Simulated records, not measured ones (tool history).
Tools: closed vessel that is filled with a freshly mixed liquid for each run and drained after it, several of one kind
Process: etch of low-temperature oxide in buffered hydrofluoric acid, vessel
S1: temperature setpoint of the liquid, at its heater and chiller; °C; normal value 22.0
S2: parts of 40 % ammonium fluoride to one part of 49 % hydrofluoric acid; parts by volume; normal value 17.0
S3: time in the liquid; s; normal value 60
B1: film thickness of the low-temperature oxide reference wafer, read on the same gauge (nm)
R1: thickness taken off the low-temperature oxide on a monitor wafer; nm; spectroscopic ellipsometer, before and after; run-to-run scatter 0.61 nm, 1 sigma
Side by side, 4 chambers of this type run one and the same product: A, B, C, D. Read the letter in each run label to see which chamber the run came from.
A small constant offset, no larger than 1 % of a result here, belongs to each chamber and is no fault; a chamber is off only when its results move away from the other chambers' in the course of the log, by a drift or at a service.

run	hour	S1	S2	S3	B1	R1
1D	2.8	22.0	17.0	60	80.007	109.770
2B	4.8	22.0	17.0	60	79.993	109.560
3A	8.4	22.0	17.0	60	80.048	110.180
4C	11.5	22.0	17.0	60	80.035	109.860
5A	14.6	22.0	17.0	60	79.986	109.920
6D	17.2	22.0	17.0	60	79.993	110.220
7C	20.6	22.0	17.0	60	80.043	109.440
8B	23.3	22.0	23.5	60	80.053	83.102
9B	27.3	22.0	23.5	60	80.033	83.468
10C	31.7	22.0	23.5	60	80.042	84.271
11A	35.4	22.0	23.5	60	80.054	83.847
12D	37.3	22.0	17.0	60	79.979	109.790
13B	40.5	26.0	17.0	30	79.999	68.254
14A	44.3	26.0	17.0	30	79.999	67.898
15D	46.5	26.0	17.0	30	79.988	68.603
16C	50.8	26.0	17.0	30	80.017	69.254
17C	55.2	20.5	10.0	60	80.032	169.700
18A	58.4	20.5	10.0	60	79.995	170.280
19B	62.0	20.5	10.0	60	80.015	171.880
20D	65.0	20.5	10.0	60	79.960	170.400
21A	68.7	22.0	17.0	60	80.025	110.400
22D	72.8	22.0	17.0	80	79.976	146.430
23C	76.0	22.0	17.0	80	80.001	145.480
24B	80.3	22.0	17.0	80	80.016	146.300
25D	83.7	22.0	17.0	80	80.027	145.630
26B	87.2	22.0	17.0	60	80.031	108.860
27A	91.4	22.0	17.0	60	80.032	110.640

Does one chamber stand apart from the rest, does the shared gauge drift, or is all well apart from small per-chamber offsets? Give the chamber and the most likely cause, where there is one.

No chamber stands off beyond its own small offset, and the gauge holds steady.
